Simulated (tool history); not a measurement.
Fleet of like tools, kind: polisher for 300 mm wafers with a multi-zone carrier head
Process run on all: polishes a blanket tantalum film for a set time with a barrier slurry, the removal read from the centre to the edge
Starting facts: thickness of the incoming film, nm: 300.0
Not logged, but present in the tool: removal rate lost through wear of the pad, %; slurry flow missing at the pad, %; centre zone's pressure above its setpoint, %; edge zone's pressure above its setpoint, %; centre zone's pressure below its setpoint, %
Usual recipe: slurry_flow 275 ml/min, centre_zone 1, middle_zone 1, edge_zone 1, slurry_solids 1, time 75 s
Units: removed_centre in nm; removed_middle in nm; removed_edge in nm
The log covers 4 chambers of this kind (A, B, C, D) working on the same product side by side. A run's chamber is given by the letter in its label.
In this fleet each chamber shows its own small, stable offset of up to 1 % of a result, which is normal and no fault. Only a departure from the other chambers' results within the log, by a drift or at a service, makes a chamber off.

| run | day | slurry_flow | centre_zone | middle_zone | edge_zone | slurry_solids | time | wafers polished on this pad | hours since the slurry nozzle was cleaned | hours since the centre zone pressure was calibrated | hours since the edge zone pressure was calibrated | removed_centre | removed_middle | removed_edge |
|---|---|---|---|---|---|---|---|---|---|---|---|---|---|---|
| 1A | 0.396 | 275 | 1 | 1 | 1 | 1 | 75 | 154 | 305.2 | 21.2 | 16.4 | 94.887 | 97.736 | 98.077 |
| 2B | 0.7 | 275 | 1 | 1 | 1 | 1 | 75 | 397 | 296.2 | 48.3 | 677.1 | 97.126 | 95.871 | 97.514 |
| 3C | 1.262 | 275 | 1 | 1 | 1 | 1 | 75 | 510 | 210.1 | 123.4 | 738.9 | 96.458 | 95.227 | 95.074 |
|  | 1.575 | chamber D: edge zone pressure recalibrated |
| 4D | 1.6 | 275 | 1 | 1 | 1 | 1 | 75 | 866 | 43.2 | 443.3 | 0.7 | 95.325 | 96.369 | 96.872 |
| 5D | 1.938 | 275 | 1 | 1 | 1 | 1 | 75 | 976 | 51.3 | 451.4 | 8.8 | 97.51 | 96.388 | 96.519 |
|  | 2.025 | chamber B: worn pad replaced by a new one |
|  | 2.304 | chamber D: worn pad replaced by a new one |
| 6B | 2.479 | 275 | 1 | 1 | 1 | 1 | 75 | 148 | 338.9 | 91 | 719.8 | 96.896 | 96.185 | 97.866 |
| 7C | 2.754 | 275 | 1 | 1 | 1 | 1 | 75 | 998 | 245.9 | 159.2 | 774.7 | 96.556 | 96.903 | 94.892 |
| 8A | 3.2 | 275 | 1 | 1 | 1 | 1 | 75 | 1070 | 372.5 | 88.5 | 83.7 | 95.723 | 94.994 | 96.884 |
|  | 3.325 | chamber C: worn pad replaced by a new one |
| 9D | 3.508 | 275 | 1 | 1 | 1 | 1 | 75 | 393 | 89 | 489.1 | 46.5 | 93.788 | 95.944 | 96.055 |
|  | 3.858 | chamber A: worn pad replaced by a new one |
| 10A | 3.867 | 275 | 1 | 1 | 1 | 1 | 92 | 3 | 388.5 | 104.5 | 99.7 | 117.7 | 117.1 | 119.9 |
| 11B | 4.121 | 275 | 1 | 1 | 1 | 1 | 92 | 684 | 378.3 | 130.4 | 759.2 | 118.85 | 117.99 | 119.17 |
| 12C | 4.412 | 275 | 1 | 1 | 1 | 1 | 92 | 355 | 285.7 | 199 | 814.5 | 115.27 | 117.69 | 117.11 |
|  | 4.517 | chamber B: worn pad replaced by a new one |
| 13D | 4.862 | 275 | 1 | 1 | 1 | 1 | 92 | 835 | 121.5 | 521.6 | 79 | 114.44 | 117.89 | 118.44 |
| 14B | 5.167 | 275 | 1 | 1 | 1 | 0.75 | 75 | 213 | 403.4 | 155.5 | 784.3 | 89.905 | 87.737 | 88.748 |
| 15A | 5.65 | 275 | 1 | 1 | 1 | 0.75 | 75 | 586 | 431.3 | 147.3 | 142.5 | 87.556 | 87.864 | 89.196 |
| 16C | 5.95 | 275 | 1 | 1 | 1 | 0.75 | 75 | 857 | 322.6 | 235.9 | 851.4 | 86.978 | 87.506 | 87.468 |
|  | 6.246 | chamber D: worn pad replaced by a new one |
| 17A | 6.442 | 275 | 1 | 1 | 1 | 0.75 | 75 | 844 | 450.3 | 166.3 | 161.5 | 87.66 | 86.892 | 89.261 |
|  | 6.767 | chamber A: slurry nozzle cleaned |
|  | 6.821 | chamber B: worn pad replaced by a new one |
| 18C | 6.854 | 275 | 1 | 1 | 1 | 1 | 75 | 1153 | 344.3 | 257.6 | 873.1 | 98.929 | 96.781 | 96.484 |
|  | 6.875 | chamber A: worn pad replaced by a new one |
|  | 7.021 | chamber B: edge zone pressure recalibrated |
| 19B | 7.217 | 275 | 1 | 1 | 1 | 1 | 75 | 129 | 452.6 | 204.7 | 4.7 | 97.667 | 95.658 | 96.934 |
|  | 7.371 | chamber C: worn pad replaced by a new one |
| 20D | 7.754 | 275 | 1 | 1 | 1 | 1 | 75 | 493 | 190.9 | 591 | 148.4 | 90.425 | 96.482 | 98.534 |
| 21C | 8.021 | 275 | 1 | 1 | 1 | 1 | 75 | 213 | 372.3 | 285.6 | 901.1 | 97.3 | 96.417 | 94.262 |
| 22A | 8.446 | 275 | 1 | 1 | 1 | 1 | 75 | 513 | 40.4 | 214.4 | 209.6 | 96.322 | 96.299 | 96.206 |
| 23D | 8.875 | 275 | 1 | 1 | 1 | 1 | 75 | 859 | 217.8 | 617.9 | 175.3 | 88.414 | 96.084 | 94.974 |
|  | 9.192 | chamber B: worn pad replaced by a new one |
| 24B | 9.292 | 275 | 1 | 1 | 1 | 1 | 75 | 33 | 502.4 | 254.5 | 54.5 | 97.12 | 96.659 | 96.225 |
| 25B | 9.604 | 275 | 1 | 1 | 1 | 1 | 75 | 135 | 509.9 | 262 | 62 | 96.619 | 96.766 | 97 |
|  | 9.688 | chamber D: worn pad replaced by a new one |
| 26D | 9.883 | 275 | 1 | 1 | 1 | 1 | 75 | 64 | 242 | 642.1 | 199.5 | 87.553 | 97.136 | 97.381 |
| 27C | 10.408 | 275 | 1 | 1 | 1 | 1 | 75 | 992 | 429.6 | 342.9 | 958.4 | 98.22 | 96.068 | 98.971 |
|  | 10.817 | chamber A: worn pad replaced by a new one |
| 28A | 10.858 | 275 | 1 | 1 | 1 | 1 | 75 | 13 | 98.3 | 272.3 | 267.5 | 97.043 | 96.473 | 95.736 |
| 29C | 11.338 | 275 | 0.94 | 1 | 0.89 | 1 | 75 | 1296 | 451.9 | 365.2 | 980.7 | 90.676 | 97.318 | 92.285 |

Each of the 4 chambers runs these same settings next. Fill in every chamber's results:
| 30A | 11.754 | 275 | 0.93 | 1 | 1 | 1 | 75 |  |  |  |  | ? | ? | ? |
| 30B | 11.754 | 275 | 0.93 | 1 | 1 | 1 | 75 |  |  |  |  | ? | ? | ? |
| 30C | 11.754 | 275 | 0.93 | 1 | 1 | 1 | 75 |  |  |  |  | ? | ? | ? |
| 30D | 11.754 | 275 | 0.93 | 1 | 1 | 1 | 75 |  |  |  |  | ? | ? | ? |

| run | removed_centre | removed_middle | removed_edge |
|---|---|---|---|
| 30A | 88.523 | 96.753 | 96.488 |
| 30B | 89.333 | 96.294 | 97.145 |
| 30C | 88.23 | 96.447 | 94.845 |
| 30D | 78.011 | 96.59 | 98.192 |

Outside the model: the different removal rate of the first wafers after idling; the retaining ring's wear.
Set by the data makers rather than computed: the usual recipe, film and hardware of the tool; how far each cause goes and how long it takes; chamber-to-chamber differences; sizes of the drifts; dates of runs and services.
